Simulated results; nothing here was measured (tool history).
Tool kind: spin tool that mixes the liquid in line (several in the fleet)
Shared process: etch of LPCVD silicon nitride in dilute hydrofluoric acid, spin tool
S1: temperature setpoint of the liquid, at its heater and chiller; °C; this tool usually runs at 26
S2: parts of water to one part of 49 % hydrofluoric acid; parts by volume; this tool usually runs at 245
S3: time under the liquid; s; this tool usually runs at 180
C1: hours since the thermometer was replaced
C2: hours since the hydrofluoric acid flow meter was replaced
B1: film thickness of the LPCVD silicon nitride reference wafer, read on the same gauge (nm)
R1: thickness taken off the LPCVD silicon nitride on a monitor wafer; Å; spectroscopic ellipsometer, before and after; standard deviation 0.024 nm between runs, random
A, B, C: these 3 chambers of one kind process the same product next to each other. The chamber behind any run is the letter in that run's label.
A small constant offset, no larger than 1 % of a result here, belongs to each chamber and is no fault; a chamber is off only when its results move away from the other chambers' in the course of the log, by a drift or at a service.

run,day,S1,S2,S3,C1,C2,B1,R1
1C,0.221,26,245,180,342,1820.5,110,3.7911
2B,0.433,26,245,180,622.5,1080.7,110.01,3.6796
3A,0.742,26,245,180,1421.8,736.8,110.02,3.5529
4A,0.958,26,245,180,1427,742,110.04,3.4262
5B,1.162,26,245,180,640,1098.2,109.96,3.9237
6C,1.488,26,245,180,372.4,1850.9,109.98,4.2546
7B,1.771,26,245,180,654.6,1112.8,109.98,3.7634
8C,1.992,26,245,180,384.5,1863,110,3.6265
9A,2.354,26,245,180,1460.5,775.5,109.97,4.2249
10C,2.7,26,245,180,401.5,1880,109.98,3.621
11A,3.025,26,245,180,1476.6,791.6,110,3.6842
12B,3.288,26,245,180,691,1149.2,110.01,3.7854
13B,3.554,26,245,180,697.4,1155.6,109.96,3.9924
14A,3.746,26,245,180,1493.9,808.9,109.99,3.9407
15C,3.929,26,245,180,431,1909.5,109.99,3.8835
16A,4.125,26,245,180,1503,818,110,4.2316
17C,4.442,26,245,180,443.3,1921.8,109.98,3.7551
18B,4.796,26,245,180,727.2,1185.4,110,3.8447
19A,5.029,26,245,75,1524.7,839.7,110.01,1.4263
20C,5.421,26,245,75,466.8,1945.3,110.05,1.5171
21B,5.667,26,245,75,748.1,1206.3,109.99,1.8255
22C,5.921,26,245,180,478.8,1957.3,110.01,3.7862
23B,6.171,26,245,180,760.2,1218.4,110.04,3.8136
24A,6.512,26,245,180,1560.3,875.3,109.96,3.7504
25C,6.808,21.5,245,280,500.1,1978.6,110.02,4.4166
26B,7.138,21.5,245,280,783.4,1241.6,110,4.338
27A,7.488,21.5,245,280,1583.7,898.7,109.98,4.6053
28A,7.796,26,245,180,1591.1,906.1,109.99,3.7004
29C,8.175,26,245,180,532.9,2011.4,110.01,4.1518
30B,8.488,26,245,180,815.8,1274,109.98,4.0267
31A,8.8,26,245,180,1615.2,930.2,110.03,3.7933
32B,9.154,26,245,180,831.8,1290,110.02,4.0324
33C,9.442,26,245,180,563.3,2041.8,109.97,3.9868
34A,9.667,26,245,180,1636,951,109.96,3.4778
35C,9.904,26,245,180,574.4,2052.9,110.01,4.0374

Next, every chamber runs the same settings. What will each give?
36A,10.188,26,150,180,,,,?
36B,10.188,26,150,180,,,,?
36C,10.188,26,150,180,,,,?

run,R1
36A,5.976
36B,6.6247
36C,5.695

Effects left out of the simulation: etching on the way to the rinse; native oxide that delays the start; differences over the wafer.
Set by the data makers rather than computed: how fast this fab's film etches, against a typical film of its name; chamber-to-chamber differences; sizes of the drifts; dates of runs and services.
